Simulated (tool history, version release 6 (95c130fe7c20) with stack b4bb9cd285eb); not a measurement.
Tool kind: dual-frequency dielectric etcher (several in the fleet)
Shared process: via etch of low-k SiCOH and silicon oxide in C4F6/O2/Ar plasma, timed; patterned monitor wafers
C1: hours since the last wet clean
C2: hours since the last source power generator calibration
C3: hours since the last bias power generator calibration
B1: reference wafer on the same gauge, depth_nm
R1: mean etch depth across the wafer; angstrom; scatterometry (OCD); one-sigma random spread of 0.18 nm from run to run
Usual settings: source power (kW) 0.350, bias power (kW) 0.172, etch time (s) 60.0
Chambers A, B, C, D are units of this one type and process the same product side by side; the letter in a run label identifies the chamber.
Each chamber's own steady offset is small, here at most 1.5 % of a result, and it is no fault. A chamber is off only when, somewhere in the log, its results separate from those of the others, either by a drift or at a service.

Run 1B, day 0.325: usual settings; C1 581.3; C2 138.5; C3 323.2; B1 173.03. Result: R1 1563.6 angstrom.
Run 2A, day 0.721: usual settings; C1 204.7; C2 708.6; C3 2041.0; B1 172.98. Result: R1 1568.4 angstrom.
Run 3C, day 1.129: usual settings; C1 488.9; C2 4437.9; C3 2333.7; B1 173.07. Result: R1 1556.9 angstrom.
Run 4D, day 1.417: usual settings; C1 131.2; C2 2303.9; C3 2931.2; B1 173.16. Result: R1 1554.6 angstrom.
Run 5A, day 1.729: usual settings; C1 228.9; C2 732.8; C3 2065.2; B1 173.07. Result: R1 1572.4 angstrom.
At day 1.758: chamber B: wet clean of the chamber.
Run 6D, day 2.033: usual settings but source power (kW) 0.300, bias power (kW) 0.211; C1 146.0; C2 2318.7; C3 2946.0; B1 173.23. Result: R1 1571.7 angstrom.
Run 7C, day 2.242: usual settings but source power (kW) 0.300, bias power (kW) 0.211; C1 515.6; C2 4464.6; C3 2360.4; B1 173.15. Result: R1 1569.8 angstrom.
Run 8B, day 2.621: usual settings but source power (kW) 0.300, bias power (kW) 0.211; C1 20.7; C2 193.6; C3 378.3; B1 173.24. Result: R1 1585.2 angstrom.
Run 9B, day 2.829: usual settings but source power (kW) 0.300, bias power (kW) 0.211; C1 25.7; C2 198.6; C3 383.3; B1 173.19. Result: R1 1581.2 angstrom.
Run 10D, day 3.175: usual settings; C1 173.4; C2 2346.1; C3 2973.4; B1 173.24. Result: R1 1560.5 angstrom.
Run 11C, day 3.404: usual settings; C1 543.5; C2 4492.5; C3 2388.3; B1 173.25. Result: R1 1560.4 angstrom.
Run 12A, day 3.738: usual settings but etch time (s) 44.5; C1 277.1; C2 781.0; C3 2113.4; B1 173.30. Result: R1 1169.8 angstrom.
Run 13A, day 4.129: usual settings but etch time (s) 44.5; C1 286.5; C2 790.4; C3 2122.8; B1 173.40. Result: R1 1170.2 angstrom.
Run 14B, day 4.429: usual settings but etch time (s) 44.5; C1 64.1; C2 237.0; C3 421.7; B1 173.38. Result: R1 1163.4 angstrom.
At day 4.650: chamber C: wet clean of the chamber.
Run 15D, day 4.729: usual settings but etch time (s) 44.5; C1 210.7; C2 2383.4; C3 3010.7; B1 173.38. Result: R1 1158.4 angstrom.
Run 16C, day 5.029: usual settings; C1 9.2; C2 4531.5; C3 2427.3; B1 173.44. Result: R1 1558.5 angstrom.
Run 17B, day 5.321: usual settings; C1 85.5; C2 258.4; C3 443.1; B1 173.46. Result: R1 1571.4 angstrom.
At day 5.638: chamber C: source power generator calibrated.
Run 18A, day 5.688: usual settings; C1 323.9; C2 827.8; C3 2160.2; B1 173.46. Result: R1 1576.3 angstrom.
Run 19C, day 6.008: usual settings; C1 32.7; C2 9.0; C3 2450.8; B1 173.47. Result: R1 1560.4 angstrom.
Run 20D, day 6.304: usual settings; C1 248.5; C2 2421.2; C3 3048.5; B1 173.56. Result: R1 1563.3 angstrom.
Run 21A, day 6.512: usual settings; C1 343.7; C2 847.6; C3 2180.0; B1 173.52. Result: R1 1578.2 angstrom.
Run 22C, day 6.862: usual settings; C1 53.2; C2 29.5; C3 2471.3; B1 173.58. Result: R1 1561.2 angstrom.
Run 23B, day 7.171: usual settings; C1 129.9; C2 302.8; C3 487.5; B1 173.59. Result: R1 1574.0 angstrom.
At day 7.188: chamber A: wet clean of the chamber.
Run 24D, day 7.362: usual settings; C1 273.9; C2 2446.6; C3 3073.9; B1 173.59. Result: R1 1565.6 angstrom.
Run 25B, day 7.738: usual settings; C1 143.5; C2 316.4; C3 501.1; B1 173.62. Result: R1 1571.3 angstrom.
Run 26C, day 7.967: usual settings but source power (kW) 0.420, bias power (kW) 0.194; C1 79.7; C2 56.0; C3 2497.8; B1 173.69. Result: R1 1741.0 angstrom.
Run 27D, day 8.288: usual settings but source power (kW) 0.420, bias power (kW) 0.194; C1 296.1; C2 2468.8; C3 3096.1; B1 173.74. Result: R1 1741.6 angstrom.
Run 28A, day 8.550: usual settings but source power (kW) 0.420, bias power (kW) 0.194; C1 32.7; C2 896.5; C3 2228.9; B1 173.75. Result: R1 1759.9 angstrom.
Run 29B, day 8.788: usual settings but source power (kW) 0.420, bias power (kW) 0.194; C1 168.7; C2 341.6; C3 526.3; B1 173.77. Result: R1 1752.3 angstrom.
Run 30C, day 8.996: usual settings; C1 104.4; C2 80.7; C3 2522.5; B1 173.81. Result: R1 1563.2 angstrom.
Run 31D, day 9.246: usual settings; C1 319.1; C2 2491.8; C3 3119.1; B1 173.81. Result: R1 1564.0 angstrom.

Has any chamber moved away from the others, gradually or after a service, or does the common gauge drift, or do the chambers differ only by their own small steady offsets? State the chamber and the most likely cause if one applies.

The gauge drifts, so all chambers seem to drift together. No chamber is off.
Most likely cause: gauge reads high (%) = 0.472.
